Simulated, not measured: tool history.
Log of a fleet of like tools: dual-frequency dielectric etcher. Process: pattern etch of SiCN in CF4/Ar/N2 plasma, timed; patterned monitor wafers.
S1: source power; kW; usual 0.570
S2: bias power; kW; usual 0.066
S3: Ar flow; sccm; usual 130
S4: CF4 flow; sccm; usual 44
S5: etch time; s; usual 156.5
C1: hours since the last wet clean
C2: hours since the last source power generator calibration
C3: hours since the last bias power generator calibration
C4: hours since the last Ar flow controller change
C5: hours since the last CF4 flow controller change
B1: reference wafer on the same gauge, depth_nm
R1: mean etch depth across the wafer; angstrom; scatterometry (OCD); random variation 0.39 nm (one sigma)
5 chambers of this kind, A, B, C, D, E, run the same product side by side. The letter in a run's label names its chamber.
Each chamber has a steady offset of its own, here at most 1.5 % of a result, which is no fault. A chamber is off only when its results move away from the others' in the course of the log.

| run | day | S1 | S2 | S3 | S4 | S5 | C1 | C2 | C3 | C4 | C5 | B1 | R1 |
|---|---|---|---|---|---|---|---|---|---|---|---|---|---|
| 1A | 0.412 | 0.570 | 0.066 | 130 | 44 | 156.5 | 415.8 | 2364.8 | 285.7 | 3465.9 | 629.7 | 139.95 | 1410.4 |
| 2D | 0.758 | 0.570 | 0.066 | 130 | 44 | 156.5 | 424.9 | 1085.7 | 829.6 | 3531.6 | 657.0 | 140.00 | 1438.2 |
| 3E | 0.962 | 0.570 | 0.066 | 130 | 44 | 156.5 | 289.6 | 2992.1 | 567.8 | 1307.3 | 1854.4 | 139.89 | 1419.4 |
| 4C | 1.317 | 0.570 | 0.066 | 130 | 44 | 156.5 | 85.6 | 336.5 | 1395.2 | 210.3 | 861.9 | 139.99 | 1416.1 |
| 5B | 1.600 | 0.570 | 0.066 | 130 | 44 | 156.5 | 295.2 | 1036.4 | 271.7 | 1583.6 | 3943.2 | 140.03 | 1429.6 |
| 6C | 1.833 | 0.570 | 0.066 | 130 | 44 | 156.5 | 98.0 | 348.9 | 1407.6 | 222.7 | 874.3 | 139.89 | 1423.5 |
| 7E | 2.108 | 0.570 | 0.066 | 130 | 49 | 156.5 | 317.1 | 3019.6 | 595.3 | 1334.8 | 1881.9 | 140.05 | 1445.6 |
| 8A | 2.325 | 0.570 | 0.066 | 130 | 49 | 156.5 | 461.7 | 2410.7 | 331.6 | 3511.8 | 675.6 | 139.92 | 1442.7 |
| 9D | 2.588 | 0.570 | 0.066 | 130 | 49 | 156.5 | 468.8 | 1129.6 | 873.5 | 3575.5 | 700.9 | 139.97 | 1464.1 |
|  | 2.829 | chamber A: wet clean of the chamber |
| 10B | 2.854 | 0.570 | 0.066 | 130 | 49 | 156.5 | 325.3 | 1066.5 | 301.8 | 1613.7 | 3973.3 | 140.05 | 1448.0 |
| 11E | 3.262 | 0.570 | 0.066 | 130 | 49 | 156.5 | 344.8 | 3047.3 | 623.0 | 1362.5 | 1909.6 | 139.93 | 1433.0 |
| 12C | 3.508 | 0.570 | 0.066 | 130 | 44 | 156.5 | 138.2 | 389.1 | 1447.8 | 262.9 | 914.5 | 140.10 | 1429.6 |
|  | 3.804 | chamber D: Ar flow controller replaced |
| 13B | 3.804 | 0.570 | 0.066 | 130 | 44 | 156.5 | 348.1 | 1089.3 | 324.6 | 1636.5 | 3996.1 | 139.98 | 1419.5 |
| 14A | 4.188 | 0.570 | 0.066 | 130 | 44 | 156.5 | 32.7 | 2455.4 | 376.3 | 3556.5 | 720.3 | 139.99 | 1413.5 |
| 15D | 4.450 | 0.570 | 0.072 | 130 | 44 | 156.5 | 513.5 | 1174.3 | 918.2 | 15.6 | 745.6 | 139.97 | 1492.0 |
| 16E | 4.679 | 0.570 | 0.072 | 130 | 44 | 156.5 | 378.8 | 3081.3 | 657.0 | 1396.5 | 1943.6 | 140.01 | 1453.8 |
|  | 4.742 | chamber A: Ar flow controller replaced |
| 17C | 4.871 | 0.570 | 0.072 | 130 | 44 | 156.5 | 170.9 | 421.8 | 1480.5 | 295.6 | 947.2 | 139.96 | 1483.5 |
| 18D | 5.271 | 0.570 | 0.072 | 130 | 44 | 156.5 | 533.2 | 1194.0 | 937.9 | 35.3 | 765.3 | 140.04 | 1472.2 |
| 19B | 5.467 | 0.570 | 0.072 | 130 | 44 | 156.5 | 388.0 | 1129.2 | 364.5 | 1676.4 | 4036.0 | 140.16 | 1467.6 |
| 20A | 5.804 | 0.570 | 0.080 | 130 | 44 | 140.5 | 71.5 | 2494.2 | 415.1 | 25.5 | 759.1 | 139.97 | 1366.4 |
| 21D | 6.100 | 0.570 | 0.080 | 130 | 44 | 140.5 | 553.1 | 1213.9 | 957.8 | 55.2 | 785.2 | 140.05 | 1387.5 |
| 22E | 6.392 | 0.570 | 0.080 | 130 | 44 | 140.5 | 419.9 | 3122.4 | 698.1 | 1437.6 | 1984.7 | 140.02 | 1365.4 |
| 23C | 6.788 | 0.570 | 0.080 | 130 | 44 | 140.5 | 216.9 | 467.8 | 1526.5 | 341.6 | 993.2 | 139.97 | 1400.5 |
| 24B | 7.050 | 0.570 | 0.080 | 130 | 44 | 140.5 | 426.0 | 1167.2 | 402.5 | 1714.4 | 4074.0 | 140.08 | 1379.4 |
| 25A | 7.346 | 0.570 | 0.058 | 130 | 44 | 156.5 | 108.5 | 2531.2 | 452.1 | 62.5 | 796.1 | 139.89 | 1342.4 |
| 26C | 7.538 | 0.570 | 0.058 | 130 | 44 | 156.5 | 234.9 | 485.8 | 1544.5 | 359.6 | 1011.2 | 140.07 | 1383.4 |
| 27A | 7.942 | 0.570 | 0.058 | 130 | 44 | 156.5 | 122.8 | 2545.5 | 466.4 | 76.8 | 810.4 | 139.95 | 1347.9 |
|  | 8.288 | chamber B: wet clean of the chamber |
| 28D | 8.288 | 0.570 | 0.058 | 130 | 44 | 156.5 | 605.6 | 1266.4 | 1010.3 | 107.7 | 837.7 | 140.01 | 1370.0 |
| 29E | 8.671 | 0.570 | 0.058 | 130 | 44 | 156.5 | 474.6 | 3177.1 | 752.8 | 1492.3 | 2039.4 | 140.07 | 1351.2 |
|  | 8.808 | chamber E: wet clean of the chamber |
| 30B | 9.062 | 0.620 | 0.080 | 130 | 44 | 156.5 | 18.7 | 1215.5 | 450.8 | 1762.7 | 4122.3 | 140.00 | 1644.3 |
| 31E | 9.388 | 0.620 | 0.080 | 130 | 44 | 156.5 | 14.0 | 3194.3 | 770.0 | 1509.5 | 2056.6 | 139.97 | 1640.2 |
| 32A | 9.683 | 0.620 | 0.080 | 130 | 44 | 156.5 | 164.6 | 2587.3 | 508.2 | 118.6 | 852.2 | 139.99 | 1637.5 |

Next, every chamber runs the same settings. What will each give?
| 33A | 9.979 | 0.570 | 0.066 | 130 | 44 | 156.5 |  |  |  |  |  |  | ? |
| 33B | 9.979 | 0.570 | 0.066 | 130 | 44 | 156.5 |  |  |  |  |  |  | ? |
| 33C | 9.979 | 0.570 | 0.066 | 130 | 44 | 156.5 |  |  |  |  |  |  | ? |
| 33D | 9.979 | 0.570 | 0.066 | 130 | 44 | 156.5 |  |  |  |  |  |  | ? |
| 33E | 9.979 | 0.570 | 0.066 | 130 | 44 | 156.5 |  |  |  |  |  |  | ? |

| run | R1 |
|---|---|
| 33A | 1413.8 |
| 33B | 1425.4 |
| 33C | 1457.0 |
| 33D | 1437.1 |
| 33E | 1413.1 |
